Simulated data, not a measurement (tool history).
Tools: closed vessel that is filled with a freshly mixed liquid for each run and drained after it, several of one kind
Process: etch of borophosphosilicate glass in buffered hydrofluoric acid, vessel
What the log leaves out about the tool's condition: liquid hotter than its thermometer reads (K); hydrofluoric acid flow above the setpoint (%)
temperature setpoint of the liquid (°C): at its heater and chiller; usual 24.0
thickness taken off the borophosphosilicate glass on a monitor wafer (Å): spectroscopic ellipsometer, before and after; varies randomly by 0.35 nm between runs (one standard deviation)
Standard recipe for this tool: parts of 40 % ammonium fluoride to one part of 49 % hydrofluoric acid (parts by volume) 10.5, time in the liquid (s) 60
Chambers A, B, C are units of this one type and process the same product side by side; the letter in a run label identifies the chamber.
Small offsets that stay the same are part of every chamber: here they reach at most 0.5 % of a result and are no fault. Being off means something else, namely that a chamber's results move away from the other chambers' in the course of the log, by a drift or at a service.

run	hour	temperature setpoint of the liquid (°C)	parts of 40 % ammonium fluoride to one part of 49 % hydrofluoric acid (parts by volume)	time in the liquid (s)	hours since the thermometer was replaced	hours since the hydrofluoric acid flow meter was replaced	read-back film thickness of the borophosphosilicate glass reference wafer, read on the same gauge (nm)	thickness taken off the borophosphosilicate glass on a monitor wafer (Å)
1C	10.0	24.0	10.5	60	566.1	1031.0	30.028	787.14
2B	18.2	24.0	10.5	60	168.0	2169.5	30.012	799.42
3A	22.7	24.0	10.5	60	262.3	141.9	29.985	800.94
4B	30.8	24.0	10.5	60	180.6	2182.1	30.000	793.90
5C	38.7	21.5	7.0	60	594.8	1059.7	29.975	1020.60
6A	46.0	21.5	7.0	60	285.6	165.2	29.980	1014.00
7C	55.5	21.5	7.0	60	611.6	1076.5	30.007	1015.70
8B	60.4	24.0	10.5	60	210.2	2211.7	29.986	794.87
9A	67.9	24.0	10.5	60	307.5	187.1	29.984	794.21
# hour 69.7: chamber C: thermometer replaced
10C	75.3	24.0	10.5	60	5.6	1096.3	29.984	786.33
11A	82.5	24.0	10.5	60	322.1	201.7	29.942	800.31
12B	88.0	24.0	10.5	60	237.8	2239.3	30.028	791.16
13B	95.6	24.0	10.5	60	245.4	2246.9	30.038	796.46
14A	104.7	24.0	10.5	60	344.3	223.9	29.988	806.80
15C	109.2	24.0	10.5	60	39.5	1130.2	30.030	786.44
16C	116.4	24.0	10.5	60	46.7	1137.4	29.959	791.80
17A	125.6	24.0	10.5	60	365.2	244.8	30.028	818.28
18B	136.0	24.0	10.5	60	285.8	2287.3	30.001	792.17
19B	146.3	24.0	10.5	60	296.1	2297.6	30.005	798.45
20A	152.9	24.0	10.5	60	392.5	272.1	30.025	828.55
21C	161.4	24.0	8.5	60	91.7	1182.4	30.001	938.29
22B	166.2	24.0	8.5	60	316.0	2317.5	30.002	944.45
23C	176.1	24.0	8.5	60	106.4	1197.1	29.983	943.41
24A	186.0	24.0	10.5	60	425.6	305.2	29.982	848.98
25B	191.7	24.0	10.5	60	341.5	2343.0	30.029	794.24

Has any chamber moved away from the others, gradually or after a service, or does the common gauge drift, or do the chambers differ only by their own small steady offsets? State the chamber and the most likely cause if one applies.

Chamber A drifts away from the others.
Most likely cause: hydrofluoric acid flow above the setpoint (%) = 7.26.
From this log alone, it may not be told apart from: liquid hotter than its thermometer reads (K).

Chamber A could run next with any of the 4 candidate recipes listed below; each alters the usual settings, and their results appear as question marks. Which one brings its results back in line with what the other chambers deliver on the usual settings?
Allowed miss from the other chambers' usual-settings mean, per result, to count as in line: thickness taken off the borophosphosilicate glass on a monitor wafer (Å) 12.00
26A-1	199.2	24.0	9.5	60				?
26A-2	199.2	24.0	10.0	65				?
26A-3	199.2	22.0	10.5	60				?
26A-4	199.2	23.5	11.0	60				?

The other chambers' mean on the usual settings: thickness taken off the borophosphosilicate glass on a monitor wafer (Å) 793.19
run	thickness taken off the borophosphosilicate glass on a monitor wafer (Å)
26A-1	906.37
26A-2	944.56
26A-3	758.72
26A-4	792.69
26A-4 brings the chamber back in line.

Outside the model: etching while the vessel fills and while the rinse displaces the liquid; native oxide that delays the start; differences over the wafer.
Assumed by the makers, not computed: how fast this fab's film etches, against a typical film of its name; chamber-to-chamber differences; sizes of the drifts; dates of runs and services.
